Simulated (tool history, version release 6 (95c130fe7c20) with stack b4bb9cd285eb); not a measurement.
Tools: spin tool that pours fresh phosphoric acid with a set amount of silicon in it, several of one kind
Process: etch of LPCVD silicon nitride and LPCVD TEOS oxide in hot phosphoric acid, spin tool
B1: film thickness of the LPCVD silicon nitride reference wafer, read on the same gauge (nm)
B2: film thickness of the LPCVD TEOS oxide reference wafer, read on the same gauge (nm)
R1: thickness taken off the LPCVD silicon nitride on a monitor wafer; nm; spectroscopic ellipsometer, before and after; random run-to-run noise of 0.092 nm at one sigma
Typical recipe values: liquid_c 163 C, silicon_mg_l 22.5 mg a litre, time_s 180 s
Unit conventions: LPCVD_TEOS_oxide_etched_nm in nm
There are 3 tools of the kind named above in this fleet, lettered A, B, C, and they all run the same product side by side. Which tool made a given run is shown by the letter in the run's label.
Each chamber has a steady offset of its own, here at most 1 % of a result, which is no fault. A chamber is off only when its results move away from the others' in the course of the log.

run 1C hour=8.9 | liquid_c=163 silicon_mg_l=22.5 time_s=180 | B1=150.01 B2=89.999 | R1=18.018 LPCVD_TEOS_oxide_etched_nm=0.71546
run 2B hour=16.3 | liquid_c=163 silicon_mg_l=22.5 time_s=180 | B1=149.98 B2=89.983 | R1=18.096 LPCVD_TEOS_oxide_etched_nm=0.70540
run 3A hour=21.0 | liquid_c=163 silicon_mg_l=22.5 time_s=180 | B1=149.99 B2=90.000 | R1=17.962 LPCVD_TEOS_oxide_etched_nm=0.72128
run 4A hour=29.2 | liquid_c=163 silicon_mg_l=22.5 time_s=180 | B1=149.93 B2=90.007 | R1=18.210 LPCVD_TEOS_oxide_etched_nm=0.68200
run 5C hour=36.7 | liquid_c=163 silicon_mg_l=22.5 time_s=180 | B1=149.99 B2=90.003 | R1=17.970 LPCVD_TEOS_oxide_etched_nm=0.67902
run 6B hour=41.1 | liquid_c=163 silicon_mg_l=22.5 time_s=180 | B1=150.01 B2=90.011 | R1=18.189 LPCVD_TEOS_oxide_etched_nm=0.70488
run 7B hour=50.0 | liquid_c=163 silicon_mg_l=22.5 time_s=180 | B1=149.97 B2=90.007 | R1=17.909 LPCVD_TEOS_oxide_etched_nm=0.65262
run 8C hour=55.1 | liquid_c=163 silicon_mg_l=22.5 time_s=180 | B1=150.01 B2=90.005 | R1=17.861 LPCVD_TEOS_oxide_etched_nm=0.67813
run 9A hour=63.4 | liquid_c=163 silicon_mg_l=22.5 time_s=180 | B1=149.95 B2=90.007 | R1=18.175 LPCVD_TEOS_oxide_etched_nm=0.69242
run 10A hour=70.6 | liquid_c=163 silicon_mg_l=22.5 time_s=180 | B1=150.00 B2=89.996 | R1=18.154 LPCVD_TEOS_oxide_etched_nm=0.68911
run 11B hour=75.2 | liquid_c=163 silicon_mg_l=22.5 time_s=180 | B1=150.03 B2=90.001 | R1=18.106 LPCVD_TEOS_oxide_etched_nm=0.68796
run 12C hour=84.1 | liquid_c=163 silicon_mg_l=22.5 time_s=180 | B1=150.00 B2=90.017 | R1=17.905 LPCVD_TEOS_oxide_etched_nm=0.68228
run 13B hour=90.3 | liquid_c=163 silicon_mg_l=22.5 time_s=180 | B1=150.02 B2=89.993 | R1=18.172 LPCVD_TEOS_oxide_etched_nm=0.65228
run 14C hour=94.7 | liquid_c=163 silicon_mg_l=22.5 time_s=180 | B1=149.99 B2=90.029 | R1=17.671 LPCVD_TEOS_oxide_etched_nm=0.72688
run 15A hour=101.0 | liquid_c=163 silicon_mg_l=22.5 time_s=180 | B1=149.98 B2=90.011 | R1=18.232 LPCVD_TEOS_oxide_etched_nm=0.68888
-- hour=104.8 chamber B: heated supply line repaired
run 16B hour=107.7 | liquid_c=163 silicon_mg_l=22.5 time_s=180 | B1=149.99 B2=90.013 | R1=18.231 LPCVD_TEOS_oxide_etched_nm=0.64702
run 17C hour=113.4 | liquid_c=163 silicon_mg_l=22.5 time_s=180 | B1=150.00 B2=90.002 | R1=17.733 LPCVD_TEOS_oxide_etched_nm=0.63236
run 18A hour=121.8 | liquid_c=163 silicon_mg_l=22.5 time_s=180 | B1=149.96 B2=90.020 | R1=18.068 LPCVD_TEOS_oxide_etched_nm=0.68940
run 19B hour=127.5 | liquid_c=163 silicon_mg_l=22.5 time_s=180 | B1=150.02 B2=89.989 | R1=18.106 LPCVD_TEOS_oxide_etched_nm=0.70054
run 20A hour=133.8 | liquid_c=163 silicon_mg_l=9.5 time_s=270 | B1=149.98 B2=89.998 | R1=27.260 LPCVD_TEOS_oxide_etched_nm=1.53040
run 21C hour=140.1 | liquid_c=163 silicon_mg_l=9.5 time_s=270 | B1=150.04 B2=90.018 | R1=26.263 LPCVD_TEOS_oxide_etched_nm=1.35970
run 22C hour=145.6 | liquid_c=163 silicon_mg_l=9.5 time_s=270 | B1=150.02 B2=89.991 | R1=26.591 LPCVD_TEOS_oxide_etched_nm=1.41320
run 23B hour=152.6 | liquid_c=163 silicon_mg_l=22.5 time_s=180 | B1=149.96 B2=89.987 | R1=18.170 LPCVD_TEOS_oxide_etched_nm=0.67231
run 24A hour=157.3 | liquid_c=160 silicon_mg_l=22.5 time_s=180 | B1=150.00 B2=90.023 | R1=16.346 LPCVD_TEOS_oxide_etched_nm=0.57360
run 25A hour=162.4 | liquid_c=160 silicon_mg_l=22.5 time_s=180 | B1=150.02 B2=90.006 | R1=16.207 LPCVD_TEOS_oxide_etched_nm=0.55216
run 26B hour=170.9 | liquid_c=160 silicon_mg_l=22.5 time_s=180 | B1=149.96 B2=89.993 | R1=16.591 LPCVD_TEOS_oxide_etched_nm=0.57327
run 27C hour=176.8 | liquid_c=163 silicon_mg_l=22.5 time_s=180 | B1=150.01 B2=90.012 | R1=17.437 LPCVD_TEOS_oxide_etched_nm=0.66678
run 28B hour=184.2 | liquid_c=163 silicon_mg_l=22.5 time_s=180 | B1=150.07 B2=89.994 | R1=18.373 LPCVD_TEOS_oxide_etched_nm=0.68815
run 29A hour=188.8 | liquid_c=163 silicon_mg_l=22.5 time_s=180 | B1=149.99 B2=90.011 | R1=17.910 LPCVD_TEOS_oxide_etched_nm=0.68285
run 30C hour=195.8 | liquid_c=163 silicon_mg_l=22.5 time_s=180 | B1=149.95 B2=89.983 | R1=17.382 LPCVD_TEOS_oxide_etched_nm=0.59565
run 31C hour=202.5 | liquid_c=163 silicon_mg_l=22.5 time_s=180 | B1=150.00 B2=90.010 | R1=17.352 LPCVD_TEOS_oxide_etched_nm=0.64286
run 32B hour=210.7 | liquid_c=163 silicon_mg_l=22.5 time_s=180 | B1=149.99 B2=90.001 | R1=18.242 LPCVD_TEOS_oxide_etched_nm=0.68486
run 33A hour=219.7 | liquid_c=163 silicon_mg_l=9.0 time_s=135 | B1=150.03 B2=90.007 | R1=13.580 LPCVD_TEOS_oxide_etched_nm=0.72486
run 34C hour=224.1 | liquid_c=163 silicon_mg_l=9.0 time_s=135 | B1=150.00 B2=89.960 | R1=12.966 LPCVD_TEOS_oxide_etched_nm=0.69099
run 35B hour=232.9 | liquid_c=163 silicon_mg_l=9.0 time_s=135 | B1=150.07 B2=90.018 | R1=13.754 LPCVD_TEOS_oxide_etched_nm=0.75472
run 36A hour=239.2 | liquid_c=163 silicon_mg_l=22.5 time_s=180 | B1=149.99 B2=90.008 | R1=18.001 LPCVD_TEOS_oxide_etched_nm=0.69402

Next, all 3 chambers run the settings below, one line each with question marks for the results. What does each chamber give?
run 37A hour=245.7 | liquid_c=163 silicon_mg_l=22.5 time_s=180 | R1=? LPCVD_TEOS_oxide_etched_nm=?
run 37B hour=245.7 | liquid_c=163 silicon_mg_l=22.5 time_s=180 | R1=? LPCVD_TEOS_oxide_etched_nm=?
run 37C hour=245.7 | liquid_c=163 silicon_mg_l=22.5 time_s=180 | R1=? LPCVD_TEOS_oxide_etched_nm=?

run=37A R1=18.163 LPCVD_TEOS_oxide_etched_nm=0.66397
run=37B R1=18.229 LPCVD_TEOS_oxide_etched_nm=0.69072
run=37C R1=17.160 LPCVD_TEOS_oxide_etched_nm=0.62282

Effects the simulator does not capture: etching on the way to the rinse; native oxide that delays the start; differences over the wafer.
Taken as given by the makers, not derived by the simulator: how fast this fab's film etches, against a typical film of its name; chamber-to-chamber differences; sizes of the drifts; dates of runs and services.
